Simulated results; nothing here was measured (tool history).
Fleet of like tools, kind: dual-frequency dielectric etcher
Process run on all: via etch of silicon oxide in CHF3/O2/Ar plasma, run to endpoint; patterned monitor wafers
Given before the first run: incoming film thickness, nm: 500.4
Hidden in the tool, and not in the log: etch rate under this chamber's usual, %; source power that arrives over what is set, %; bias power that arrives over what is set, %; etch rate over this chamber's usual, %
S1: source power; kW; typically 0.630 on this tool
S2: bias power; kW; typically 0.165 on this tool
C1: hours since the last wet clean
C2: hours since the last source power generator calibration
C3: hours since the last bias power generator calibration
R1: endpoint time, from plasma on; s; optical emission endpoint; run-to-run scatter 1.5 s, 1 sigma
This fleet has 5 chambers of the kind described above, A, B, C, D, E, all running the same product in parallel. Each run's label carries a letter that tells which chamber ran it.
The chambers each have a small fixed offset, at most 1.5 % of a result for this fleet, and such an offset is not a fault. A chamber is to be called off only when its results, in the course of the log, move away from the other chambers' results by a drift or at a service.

run,day,S1,S2,C1,C2,C3,R1
1C,0.375,0.630,0.165,439.8,832.2,407.2,255.38
2B,0.575,0.630,0.165,146.0,340.9,189.8,253.17
3D,0.850,0.630,0.165,140.1,1476.2,2803.9,258.19
4E,1.221,0.630,0.165,403.2,155.3,1837.2,253.50
5A,1.562,0.630,0.165,109.0,970.6,1620.7,253.98
6C,1.904,0.630,0.165,476.5,868.9,443.9,254.47
7D,2.308,0.630,0.165,175.1,1511.2,2838.9,259.42
8E,2.512,0.630,0.165,434.2,186.3,1868.2,256.44
9B,2.717,0.630,0.165,197.4,392.3,241.2,254.48
10A,3.058,0.630,0.165,144.9,1006.5,1656.6,253.39
11D,3.379,0.630,0.165,200.8,1536.9,2864.6,258.06
12E,3.683,0.630,0.165,462.3,214.4,1896.3,253.90
13B,3.929,0.630,0.165,226.5,421.4,270.3,253.75
14A,4.150,0.630,0.126,171.1,1032.7,1682.8,273.96
# day 4.312: chamber E: wet clean of the chamber
15C,4.529,0.630,0.126,539.5,931.9,506.9,279.74
16A,4.925,0.630,0.126,189.7,1051.3,1701.4,274.95
17E,5.104,0.630,0.126,19.1,248.5,1930.4,264.49
18C,5.333,0.630,0.126,558.8,951.2,526.2,280.66
# day 5.446: chamber C: wet clean of the chamber
19B,5.725,0.630,0.165,269.6,464.5,313.4,254.90
20D,5.983,0.630,0.165,263.3,1599.4,2927.1,257.24
21B,6.162,0.630,0.165,280.1,475.0,323.9,253.72
22E,6.350,0.690,0.195,49.0,278.4,1960.3,220.75
23A,6.654,0.690,0.195,231.2,1092.8,1742.9,231.15
24C,6.971,0.690,0.195,36.6,990.5,565.5,233.61
25D,7.288,0.690,0.195,294.6,1630.7,2958.4,236.08
26E,7.521,0.690,0.195,77.1,306.5,1988.4,221.73
27C,7.900,0.630,0.165,58.9,1012.8,587.8,253.69
28D,8.125,0.630,0.165,314.7,1650.8,2978.5,257.90
29B,8.312,0.630,0.165,331.7,526.6,375.5,253.15
30A,8.650,0.630,0.165,279.1,1140.7,1790.8,251.62
31B,8.846,0.630,0.165,344.5,539.4,388.3,252.87
32E,9.217,0.630,0.165,117.8,347.2,2029.1,245.05
33D,9.504,0.630,0.165,347.8,1683.9,3011.6,255.72

Does one chamber stand apart from the rest, does the shared gauge drift, or is all well apart from small per-chamber offsets? Give the chamber and the most likely cause, where there is one.

A service on chamber E put it out of line with the rest.
What lies behind it: etch rate over this chamber's usual, % = 4.51.

Below are 4 candidate recipes for chamber E's next run, each the usual settings with a change, their results shown as question marks. Which of them brings E's results back in line with what the other chambers give on the usual settings?
In line here means within this much of the mean the other chambers give on the usual settings: R1 5.20 s
34E-1,9.796,0.630,0.142,,,,?
34E-2,9.796,0.630,0.170,,,,?
34E-3,9.796,0.620,0.163,,,,?
34E-4,9.796,0.680,0.175,,,,?

On the usual settings, the other chambers give on average: R1 255.03 s
run,R1
34E-1,255.66
34E-2,240.92
34E-3,245.84
34E-4,231.72
It is 34E-1 that realigns the chamber with its peers.
